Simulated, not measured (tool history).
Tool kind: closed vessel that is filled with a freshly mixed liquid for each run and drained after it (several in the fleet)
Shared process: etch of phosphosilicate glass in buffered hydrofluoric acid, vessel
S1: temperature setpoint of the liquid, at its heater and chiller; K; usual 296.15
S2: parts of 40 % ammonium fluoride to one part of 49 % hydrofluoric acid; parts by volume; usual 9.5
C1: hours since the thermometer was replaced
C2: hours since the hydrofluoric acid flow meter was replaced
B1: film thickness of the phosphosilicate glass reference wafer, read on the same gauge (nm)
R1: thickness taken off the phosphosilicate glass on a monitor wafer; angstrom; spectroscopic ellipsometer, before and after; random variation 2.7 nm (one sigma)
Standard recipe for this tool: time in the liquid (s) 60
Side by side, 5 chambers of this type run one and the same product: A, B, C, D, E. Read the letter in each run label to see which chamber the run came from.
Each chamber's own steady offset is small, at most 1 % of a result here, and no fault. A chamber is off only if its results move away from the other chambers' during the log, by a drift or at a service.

{"run": "1A", "hour": 8.3, "S1": 296.15, "S2": 9.5, "time in the liquid (s)": 60, "C1": 2144.8, "C2": 1003.6, "B1": 110.01, "R1": 3563.4}
{"run": "2B", "hour": 14.2, "S1": 296.15, "S2": 9.5, "time in the liquid (s)": 60, "C1": 250.1, "C2": 265.7, "B1": 110.0, "R1": 3520.3}
{"run": "3E", "hour": 19.5, "S1": 296.15, "S2": 9.5, "time in the liquid (s)": 60, "C1": 745.7, "C2": 185.8, "B1": 110.01, "R1": 3592.5}
{"run": "4C", "hour": 27.9, "S1": 296.15, "S2": 9.5, "time in the liquid (s)": 60, "C1": 119.0, "C2": 2369.1, "B1": 109.98, "R1": 3571.2}
{"run": "5D", "hour": 32.2, "S1": 297.65, "S2": 9.5, "time in the liquid (s)": 60, "C1": 395.4, "C2": 502.0, "B1": 110.02, "R1": 3889.0}
{"run": "6C", "hour": 37.5, "S1": 297.65, "S2": 9.5, "time in the liquid (s)": 60, "C1": 128.6, "C2": 2378.7, "B1": 109.98, "R1": 3949.9}
{"run": "7B", "hour": 43.2, "S1": 297.65, "S2": 9.5, "time in the liquid (s)": 60, "C1": 279.1, "C2": 294.7, "B1": 110.01, "R1": 3858.2}
{"run": "8A", "hour": 47.4, "S1": 297.65, "S2": 9.5, "time in the liquid (s)": 60, "C1": 2183.9, "C2": 1042.7, "B1": 110.0, "R1": 3826.4}
{"run": "9D", "hour": 52.3, "S1": 297.65, "S2": 9.5, "time in the liquid (s)": 60, "C1": 415.5, "C2": 522.1, "B1": 109.99, "R1": 3832.4}
{"run": "10E", "hour": 59.2, "S1": 296.15, "S2": 9.5, "time in the liquid (s)": 60, "C1": 785.4, "C2": 225.5, "B1": 110.0, "R1": 3522.8}
{"run": "11A", "hour": 65.7, "S1": 296.15, "S2": 9.5, "time in the liquid (s)": 40, "C1": 2202.2, "C2": 1061.0, "B1": 110.0, "R1": 2336.7}
{"run": "12B", "hour": 73.7, "S1": 296.15, "S2": 9.5, "time in the liquid (s)": 40, "C1": 309.6, "C2": 325.2, "B1": 110.0, "R1": 2384.6}
{"run": "13D", "hour": 79.7, "S1": 296.15, "S2": 9.5, "time in the liquid (s)": 40, "C1": 442.9, "C2": 549.5, "B1": 109.98, "R1": 2359.0}
{"run": "14E", "hour": 87.0, "S1": 296.15, "S2": 9.5, "time in the liquid (s)": 40, "C1": 813.2, "C2": 253.3, "B1": 110.02, "R1": 2408.3}
{"hour": 87.4, "done": "chamber C: hydrofluoric acid flow meter replaced"}
{"run": "15C", "hour": 90.9, "S1": 296.15, "S2": 9.5, "time in the liquid (s)": 40, "C1": 182.0, "C2": 3.6, "B1": 110.04, "R1": 2361.3}
{"run": "16C", "hour": 97.5, "S1": 296.15, "S2": 9.5, "time in the liquid (s)": 60, "C1": 188.6, "C2": 10.2, "B1": 110.0, "R1": 3567.3}
{"run": "17A", "hour": 105.6, "S1": 296.15, "S2": 9.5, "time in the liquid (s)": 75, "C1": 2242.1, "C2": 1100.9, "B1": 110.01, "R1": 4460.7}
{"run": "18E", "hour": 109.9, "S1": 296.15, "S2": 9.5, "time in the liquid (s)": 75, "C1": 836.1, "C2": 276.2, "B1": 109.98, "R1": 4476.4}
{"run": "19B", "hour": 116.5, "S1": 296.15, "S2": 9.5, "time in the liquid (s)": 75, "C1": 352.4, "C2": 368.0, "B1": 109.98, "R1": 4481.2}
{"run": "20D", "hour": 123.6, "S1": 296.15, "S2": 9.5, "time in the liquid (s)": 75, "C1": 486.8, "C2": 593.4, "B1": 110.01, "R1": 4412.5}
{"run": "21E", "hour": 129.2, "S1": 296.15, "S2": 9.5, "time in the liquid (s)": 75, "C1": 855.4, "C2": 295.5, "B1": 110.01, "R1": 4460.6}
{"run": "22D", "hour": 137.8, "S1": 296.15, "S2": 9.5, "time in the liquid (s)": 60, "C1": 501.0, "C2": 607.6, "B1": 110.03, "R1": 3510.9}
{"run": "23A", "hour": 145.1, "S1": 296.15, "S2": 9.5, "time in the liquid (s)": 60, "C1": 2281.6, "C2": 1140.4, "B1": 109.98, "R1": 3543.7}
{"run": "24B", "hour": 152.2, "S1": 296.15, "S2": 9.5, "time in the liquid (s)": 60, "C1": 388.1, "C2": 403.7, "B1": 110.02, "R1": 3570.0}
{"run": "25C", "hour": 160.5, "S1": 296.15, "S2": 9.5, "time in the liquid (s)": 60, "C1": 251.6, "C2": 73.2, "B1": 110.0, "R1": 3549.6}
{"run": "26B", "hour": 167.3, "S1": 296.15, "S2": 9.5, "time in the liquid (s)": 60, "C1": 403.2, "C2": 418.8, "B1": 110.0, "R1": 3573.9}
{"run": "27A", "hour": 171.8, "S1": 296.15, "S2": 9.5, "time in the liquid (s)": 60, "C1": 2308.3, "C2": 1167.1, "B1": 110.02, "R1": 3538.2}
{"run": "28E", "hour": 177.9, "S1": 296.15, "S2": 9.5, "time in the liquid (s)": 60, "C1": 904.1, "C2": 344.2, "B1": 110.04, "R1": 3616.4}
{"run": "29C", "hour": 186.0, "S1": 296.15, "S2": 9.5, "time in the liquid (s)": 60, "C1": 277.1, "C2": 98.7, "B1": 109.98, "R1": 3649.9}
{"run": "30D", "hour": 191.3, "S1": 296.15, "S2": 9.5, "time in the liquid (s)": 60, "C1": 554.5, "C2": 661.1, "B1": 109.98, "R1": 3583.3}
{"run": "31D", "hour": 197.3, "S1": 296.15, "S2": 9.5, "time in the liquid (s)": 60, "C1": 560.5, "C2": 667.1, "B1": 110.0, "R1": 3510.5}
{"run": "32C", "hour": 201.9, "S1": 291.65, "S2": 12.5, "time in the liquid (s)": 60, "C1": 293.0, "C2": 114.6, "B1": 109.98, "R1": 2159.9}
{"run": "33E", "hour": 206.6, "S1": 291.65, "S2": 12.5, "time in the liquid (s)": 60, "C1": 932.8, "C2": 372.9, "B1": 109.98, "R1": 2126.1}
{"run": "34B", "hour": 212.4, "S1": 291.65, "S2": 12.5, "time in the liquid (s)": 60, "C1": 448.3, "C2": 463.9, "B1": 110.03, "R1": 2160.3}

Is one chamber out of step, is the gauge drifting, or do the chambers differ by no more than their own small offsets? For an off chamber, give its letter and the likeliest cause.

Nothing is wrong: each chamber keeps only its own small, steady offset and the gauge holds still.

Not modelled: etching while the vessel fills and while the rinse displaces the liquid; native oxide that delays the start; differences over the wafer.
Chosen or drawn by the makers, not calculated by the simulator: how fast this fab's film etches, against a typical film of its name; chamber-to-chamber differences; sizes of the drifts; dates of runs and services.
